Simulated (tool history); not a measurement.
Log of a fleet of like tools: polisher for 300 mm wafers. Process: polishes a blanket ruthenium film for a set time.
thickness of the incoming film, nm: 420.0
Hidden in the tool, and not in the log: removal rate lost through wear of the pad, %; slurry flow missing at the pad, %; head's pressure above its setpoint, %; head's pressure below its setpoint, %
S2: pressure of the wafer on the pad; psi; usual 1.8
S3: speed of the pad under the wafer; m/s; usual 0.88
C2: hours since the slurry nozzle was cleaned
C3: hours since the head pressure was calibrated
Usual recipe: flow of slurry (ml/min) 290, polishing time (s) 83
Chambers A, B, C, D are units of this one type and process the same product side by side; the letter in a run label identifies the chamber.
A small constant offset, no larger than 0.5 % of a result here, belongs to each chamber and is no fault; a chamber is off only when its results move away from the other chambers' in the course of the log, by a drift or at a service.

{"run": "1A", "hour": 6.5, "flow of slurry (ml/min)": 290, "S2": 1.8, "S3": 0.88, "polishing time (s)": 83, "wafers polished on this pad": 400, "C2": 110.1, "C3": 1169.7, "film removed (nm)": 61.394}
{"run": "2C", "hour": 16.1, "flow of slurry (ml/min)": 290, "S2": 1.8, "S3": 0.88, "polishing time (s)": 83, "wafers polished on this pad": 142, "C2": 66.5, "C3": 897.2, "film removed (nm)": 60.701}
{"run": "3B", "hour": 23.2, "flow of slurry (ml/min)": 290, "S2": 1.8, "S3": 0.88, "polishing time (s)": 83, "wafers polished on this pad": 861, "C2": 669.2, "C3": 868.8, "film removed (nm)": 61.858}
{"run": "4D", "hour": 32.5, "flow of slurry (ml/min)": 290, "S2": 1.8, "S3": 0.88, "polishing time (s)": 83, "wafers polished on this pad": 701, "C2": 329.4, "C3": 492.2, "film removed (nm)": 61.945}
{"hour": 32.7, "done": "chamber B: worn pad replaced by a new one"}
{"run": "5B", "hour": 42.8, "flow of slurry (ml/min)": 290, "S2": 1.8, "S3": 0.88, "polishing time (s)": 83, "wafers polished on this pad": 85, "C2": 688.8, "C3": 888.4, "film removed (nm)": 61.717}
{"hour": 44.0, "done": "chamber D: worn pad replaced by a new one"}
{"hour": 46.2, "done": "chamber B: slurry nozzle cleaned"}
{"run": "6A", "hour": 50.7, "flow of slurry (ml/min)": 290, "S2": 1.8, "S3": 0.88, "polishing time (s)": 83, "wafers polished on this pad": 774, "C2": 154.3, "C3": 1213.9, "film removed (nm)": 61.227}
{"run": "7C", "hour": 56.9, "flow of slurry (ml/min)": 290, "S2": 1.8, "S3": 0.88, "polishing time (s)": 83, "wafers polished on this pad": 488, "C2": 107.3, "C3": 938.0, "film removed (nm)": 60.94}
{"run": "8D", "hour": 62.7, "flow of slurry (ml/min)": 290, "S2": 1.8, "S3": 0.88, "polishing time (s)": 104, "wafers polished on this pad": 158, "C2": 359.6, "C3": 522.4, "film removed (nm)": 77.812}
{"run": "9A", "hour": 72.0, "flow of slurry (ml/min)": 290, "S2": 1.8, "S3": 0.88, "polishing time (s)": 104, "wafers polished on this pad": 954, "C2": 175.6, "C3": 1235.2, "film removed (nm)": 76.54}
{"hour": 78.9, "done": "chamber A: worn pad replaced by a new one"}
{"run": "10D", "hour": 81.4, "flow of slurry (ml/min)": 290, "S2": 1.8, "S3": 0.88, "polishing time (s)": 104, "wafers polished on this pad": 317, "C2": 378.3, "C3": 541.1, "film removed (nm)": 77.158}
{"run": "11C", "hour": 89.7, "flow of slurry (ml/min)": 290, "S2": 1.8, "S3": 0.88, "polishing time (s)": 104, "wafers polished on this pad": 766, "C2": 140.1, "C3": 970.8, "film removed (nm)": 75.558}
{"run": "12B", "hour": 99.0, "flow of slurry (ml/min)": 290, "S2": 1.8, "S3": 0.88, "polishing time (s)": 83, "wafers polished on this pad": 561, "C2": 52.9, "C3": 944.6, "film removed (nm)": 62.757}
{"run": "13D", "hour": 108.0, "flow of slurry (ml/min)": 290, "S2": 1.8, "S3": 0.88, "polishing time (s)": 83, "wafers polished on this pad": 542, "C2": 404.9, "C3": 567.7, "film removed (nm)": 62.081}
{"run": "14B", "hour": 116.4, "flow of slurry (ml/min)": 290, "S2": 1.8, "S3": 0.88, "polishing time (s)": 83, "wafers polished on this pad": 709, "C2": 70.3, "C3": 962.0, "film removed (nm)": 62.174}
{"run": "15C", "hour": 127.6, "flow of slurry (ml/min)": 290, "S2": 1.8, "S3": 0.88, "polishing time (s)": 83, "wafers polished on this pad": 1087, "C2": 178.0, "C3": 1008.7, "film removed (nm)": 60.131}
{"run": "16A", "hour": 137.3, "flow of slurry (ml/min)": 290, "S2": 1.8, "S3": 0.88, "polishing time (s)": 83, "wafers polished on this pad": 494, "C2": 240.9, "C3": 1300.5, "film removed (nm)": 61.495}
{"hour": 138.4, "done": "chamber D: worn pad replaced by a new one"}
{"run": "17D", "hour": 147.8, "flow of slurry (ml/min)": 290, "S2": 1.8, "S3": 0.88, "polishing time (s)": 83, "wafers polished on this pad": 79, "C2": 444.7, "C3": 607.5, "film removed (nm)": 62.014}
{"hour": 154.4, "done": "chamber B: worn pad replaced by a new one"}
{"run": "18B", "hour": 155.1, "flow of slurry (ml/min)": 290, "S2": 1.8, "S3": 0.88, "polishing time (s)": 83, "wafers polished on this pad": 6, "C2": 109.0, "C3": 1000.7, "film removed (nm)": 61.145}
{"run": "19C", "hour": 162.4, "flow of slurry (ml/min)": 230, "S2": 2.3, "S3": 0.88, "polishing time (s)": 83, "wafers polished on this pad": 1382, "C2": 212.8, "C3": 1043.5, "film removed (nm)": 74.299}
{"run": "20A", "hour": 168.9, "flow of slurry (ml/min)": 230, "S2": 2.3, "S3": 0.88, "polishing time (s)": 83, "wafers polished on this pad": 762, "C2": 272.5, "C3": 1332.1, "film removed (nm)": 75.651}
{"hour": 170.9, "done": "chamber A: head pressure recalibrated"}
{"hour": 176.6, "done": "chamber C: worn pad replaced by a new one"}
{"run": "21B", "hour": 177.4, "flow of slurry (ml/min)": 230, "S2": 2.3, "S3": 0.88, "polishing time (s)": 83, "wafers polished on this pad": 195, "C2": 131.3, "C3": 1023.0, "film removed (nm)": 77.411}
{"run": "22D", "hour": 183.6, "flow of slurry (ml/min)": 230, "S2": 2.3, "S3": 0.88, "polishing time (s)": 83, "wafers polished on this pad": 383, "C2": 480.5, "C3": 643.3, "film removed (nm)": 77.239}
{"run": "23C", "hour": 191.2, "flow of slurry (ml/min)": 350, "S2": 1.8, "S3": 0.7, "polishing time (s)": 83, "wafers polished on this pad": 124, "C2": 241.6, "C3": 1072.3, "film removed (nm)": 47.85}
{"hour": 195.5, "done": "chamber A: worn pad replaced by a new one"}
{"hour": 198.1, "done": "chamber A: slurry nozzle cleaned"}
{"run": "24A", "hour": 199.5, "flow of slurry (ml/min)": 350, "S2": 1.8, "S3": 0.7, "polishing time (s)": 83, "wafers polished on this pad": 34, "C2": 1.5, "C3": 28.6, "film removed (nm)": 49.369}
{"run": "25C", "hour": 205.5, "flow of slurry (ml/min)": 350, "S2": 1.8, "S3": 0.7, "polishing time (s)": 83, "wafers polished on this pad": 245, "C2": 255.9, "C3": 1086.6, "film removed (nm)": 47.389}
{"run": "26A", "hour": 214.6, "flow of slurry (ml/min)": 350, "S2": 1.8, "S3": 0.7, "polishing time (s)": 83, "wafers polished on this pad": 162, "C2": 16.6, "C3": 43.7, "film removed (nm)": 49.746}
{"hour": 216.4, "done": "chamber D: worn pad replaced by a new one"}
{"run": "27B", "hour": 220.1, "flow of slurry (ml/min)": 290, "S2": 1.8, "S3": 0.98, "polishing time (s)": 111, "wafers polished on this pad": 557, "C2": 174.0, "C3": 1065.7, "film removed (nm)": 92.585}
{"run": "28D", "hour": 232.1, "flow of slurry (ml/min)": 290, "S2": 1.8, "S3": 0.98, "polishing time (s)": 111, "wafers polished on this pad": 133, "C2": 529.0, "C3": 691.8, "film removed (nm)": 91.302}
{"run": "29C", "hour": 241.5, "flow of slurry (ml/min)": 290, "S2": 1.8, "S3": 0.98, "polishing time (s)": 111, "wafers polished on this pad": 550, "C2": 291.9, "C3": 1122.6, "film removed (nm)": 86.516}
{"run": "30D", "hour": 247.7, "flow of slurry (ml/min)": 290, "S2": 1.8, "S3": 0.98, "polishing time (s)": 111, "wafers polished on this pad": 265, "C2": 544.6, "C3": 707.4, "film removed (nm)": 91.973}
{"run": "31B", "hour": 256.9, "flow of slurry (ml/min)": 290, "S2": 1.8, "S3": 0.88, "polishing time (s)": 83, "wafers polished on this pad": 868, "C2": 210.8, "C3": 1102.5, "film removed (nm)": 61.9}
{"run": "32A", "hour": 266.2, "flow of slurry (ml/min)": 290, "S2": 1.8, "S3": 0.88, "polishing time (s)": 83, "wafers polished on this pad": 599, "C2": 68.2, "C3": 95.3, "film removed (nm)": 60.775}
{"run": "33A", "hour": 277.2, "flow of slurry (ml/min)": 290, "S2": 1.8, "S3": 0.88, "polishing time (s)": 83, "wafers polished on this pad": 692, "C2": 79.2, "C3": 106.3, "film removed (nm)": 61.539}
{"hour": 281.9, "done": "chamber B: worn pad replaced by a new one"}
{"run": "34B", "hour": 284.0, "flow of slurry (ml/min)": 290, "S2": 1.8, "S3": 0.88, "polishing time (s)": 83, "wafers polished on this pad": 17, "C2": 237.9, "C3": 1129.6, "film removed (nm)": 62.282}
{"hour": 290.5, "done": "chamber A: worn pad replaced by a new one"}
{"run": "35D", "hour": 294.5, "flow of slurry (ml/min)": 290, "S2": 1.8, "S3": 0.88, "polishing time (s)": 83, "wafers polished on this pad": 661, "C2": 591.4, "C3": 754.2, "film removed (nm)": 61.917}
{"hour": 295.5, "done": "chamber D: worn pad replaced by a new one"}
{"run": "36C", "hour": 302.1, "flow of slurry (ml/min)": 290, "S2": 1.8, "S3": 0.88, "polishing time (s)": 83, "wafers polished on this pad": 1063, "C2": 352.5, "C3": 1183.2, "film removed (nm)": 57.19}
{"hour": 303.7, "done": "chamber B: head pressure recalibrated"}
{"run": "37A", "hour": 308.4, "flow of slurry (ml/min)": 290, "S2": 1.8, "S3": 0.88, "polishing time (s)": 83, "wafers polished on this pad": 152, "C2": 110.4, "C3": 137.5, "film removed (nm)": 61.315}
{"run": "38D", "hour": 319.0, "flow of slurry (ml/min)": 290, "S2": 2.0, "S3": 1.0, "polishing time (s)": 83, "wafers polished on this pad": 199, "C2": 615.9, "C3": 778.7, "film removed (nm)": 78.453}
{"run": "39B", "hour": 329.9, "flow of slurry (ml/min)": 290, "S2": 2.0, "S3": 1.0, "polishing time (s)": 83, "wafers polished on this pad": 406, "C2": 283.8, "C3": 26.3, "film removed (nm)": 77.858}
{"run": "40C", "hour": 341.8, "flow of slurry (ml/min)": 290, "S2": 2.0, "S3": 1.0, "polishing time (s)": 83, "wafers polished on this pad": 1399, "C2": 392.2, "C3": 1222.9, "film removed (nm)": 71.556}
{"run": "41C", "hour": 353.0, "flow of slurry (ml/min)": 290, "S2": 2.0, "S3": 1.0, "polishing time (s)": 83, "wafers polished on this pad": 1494, "C2": 403.4, "C3": 1234.1, "film removed (nm)": 70.257}
{"run": "42A", "hour": 359.3, "flow of slurry (ml/min)": 290, "S2": 1.8, "S3": 0.88, "polishing time (s)": 83, "wafers polished on this pad": 583, "C2": 161.3, "C3": 188.4, "film removed (nm)": 60.919}

Next, every chamber runs the same settings. What will each give?
{"run": "43A", "hour": 367.9, "flow of slurry (ml/min)": 290, "S2": 1.8, "S3": 0.88, "polishing time (s)": 83, "film removed (nm)": "?"}
{"run": "43B", "hour": 367.9, "flow of slurry (ml/min)": 290, "S2": 1.8, "S3": 0.88, "polishing time (s)": 83, "film removed (nm)": "?"}
{"run": "43C", "hour": 367.9, "flow of slurry (ml/min)": 290, "S2": 1.8, "S3": 0.88, "polishing time (s)": 83, "film removed (nm)": "?"}
{"run": "43D", "hour": 367.9, "flow of slurry (ml/min)": 290, "S2": 1.8, "S3": 0.88, "polishing time (s)": 83, "film removed (nm)": "?"}

run=43A film_removed_(nm)=61.201
run=43B film_removed_(nm)=62.163
run=43C film_removed_(nm)=55.453
run=43D film_removed_(nm)=61.347
